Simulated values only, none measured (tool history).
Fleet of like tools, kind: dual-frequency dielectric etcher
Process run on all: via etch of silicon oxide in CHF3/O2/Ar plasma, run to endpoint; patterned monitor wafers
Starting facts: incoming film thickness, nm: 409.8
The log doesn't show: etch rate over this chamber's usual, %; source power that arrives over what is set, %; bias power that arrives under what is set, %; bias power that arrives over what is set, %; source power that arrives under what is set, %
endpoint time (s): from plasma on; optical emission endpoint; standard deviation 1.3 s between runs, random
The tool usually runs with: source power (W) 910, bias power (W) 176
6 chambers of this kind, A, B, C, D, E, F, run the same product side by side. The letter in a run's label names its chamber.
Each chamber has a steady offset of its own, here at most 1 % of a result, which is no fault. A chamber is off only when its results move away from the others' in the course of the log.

run,hour,source power (W),bias power (W),hours since the last wet clean,hours since the last source power generator calibration,hours since the last bias power generator calibration,endpoint time (s)
1A,11.3,910,176,379.4,29,2416.5,180.42
# hour 13.3: chamber C: bias power generator calibrated
2C,19.3,910,176,316.8,2101.5,6.1,177.09
3D,30.6,910,176,651.2,2621.4,2828.3,179.34
# hour 31.9: chamber D: wet clean of the chamber
4E,41.1,910,176,302.3,2977.2,2158.8,176.28
5B,53.7,730,176,279.2,581.1,1162.2,192
6F,68.2,730,176,200,3492.8,856.4,194.59
7C,78.6,730,176,376.1,2160.8,65.4,190.36
8F,88.8,730,176,220.6,3513.4,877,193.29
9A,100.5,730,176,468.6,118.2,2505.7,195.71
# hour 101.8: chamber B: wet clean of the chamber
# hour 109.8: chamber F: source power generator calibrated
10B,110.6,730,176,8.9,638,1219.1,190.24
# hour 123.2: chamber A: wet clean of the chamber
11E,125.4,750,176,386.6,3061.5,2243.1,189.95
12D,132.5,750,176,100.7,2723.3,2930.2,194.3
13D,141.6,750,176,109.8,2732.4,2939.3,192.43
# hour 146: chamber A: bias power generator calibrated
14F,150.2,750,176,282,40.5,938.4,192.89
15B,159.1,750,176,57.4,686.5,1267.6,188.17
16A,168.9,750,176,45.7,186.6,22.9,191.29
# hour 172.6: chamber C: wet clean of the chamber
# hour 177.6: chamber D: source power generator calibrated
17C,178.2,1120,162,5.6,2260.4,165,166.73
18E,189.8,1120,162,451,3125.9,2307.5,165.81
19C,201.1,1120,162,28.5,2283.3,187.9,168.73
# hour 207: chamber E: wet clean of the chamber
20F,208,1120,162,339.8,98.3,996.2,168.73
21D,216.8,1120,162,185,39.2,3014.5,169.13
22A,225.4,1120,162,102.2,243.1,79.4,169.46
23E,233.4,910,176,26.4,3169.5,2351.1,176.3
24B,245,910,176,143.3,772.4,1353.5,177.11
# hour 253.6: chamber F: wet clean of the chamber
25C,255,910,176,82.4,2337.2,241.8,177.89
26F,267.6,910,176,14.1,157.9,1055.8,169.55
27E,277.3,910,176,70.3,3213.4,2395,177.35
28A,287.4,910,176,164.2,305.1,141.4,177.91
29B,302.2,910,176,200.5,829.6,1410.7,176.03
30D,309,910,176,277.2,131.4,3106.7,178.4
31F,316.1,1130,152,62.6,206.4,1104.3,164.84
32E,327.9,1130,152,120.9,3264,2445.6,169.11
33A,336.2,1130,152,213,353.9,190.2,172.43
34B,346.4,1130,152,244.7,873.8,1454.9,170.8
35D,358.8,1130,152,327,181.2,3156.5,169.77
36C,370.1,1130,152,197.5,2452.3,356.9,170.1
37A,383.9,910,176,260.7,401.6,237.9,179.85
38F,392.9,820,207,139.4,283.2,1181.1,167.85
39D,400.6,820,207,368.8,223,3198.3,177.42
40B,407.6,820,207,305.9,935,1516.1,173.63
41C,417.4,820,207,244.8,2499.6,404.2,173.11

One chamber off, gauge drift, or nothing amiss beyond the chambers' own small offsets? If it is a chamber, which one, and what is the likeliest cause?

Chamber F has stood off from the others ever since a service on it.
Cause: etch rate over this chamber's usual, % = 4.31.

Chamber F could run next with any of the 4 candidate recipes listed below; each alters the usual settings, and their results appear as question marks. Which one brings its results back in line with what the other chambers deliver on the usual settings?
In line means no further than this from the other chambers' mean on the usual settings: endpoint time (s) 4.5
42F-1,428.2,910,154,,,,?
42F-2,428.2,710,176,,,,?
42F-3,428.2,1030,195,,,,?
42F-4,428.2,1010,176,,,,?

Mean of the other chambers on the usual settings: endpoint time (s) 177.27
run,endpoint time (s)
42F-1,177.89
42F-2,187.57
42F-3,157.03
42F-4,163.63
With 42F-1, the chamber falls back in line with the rest.

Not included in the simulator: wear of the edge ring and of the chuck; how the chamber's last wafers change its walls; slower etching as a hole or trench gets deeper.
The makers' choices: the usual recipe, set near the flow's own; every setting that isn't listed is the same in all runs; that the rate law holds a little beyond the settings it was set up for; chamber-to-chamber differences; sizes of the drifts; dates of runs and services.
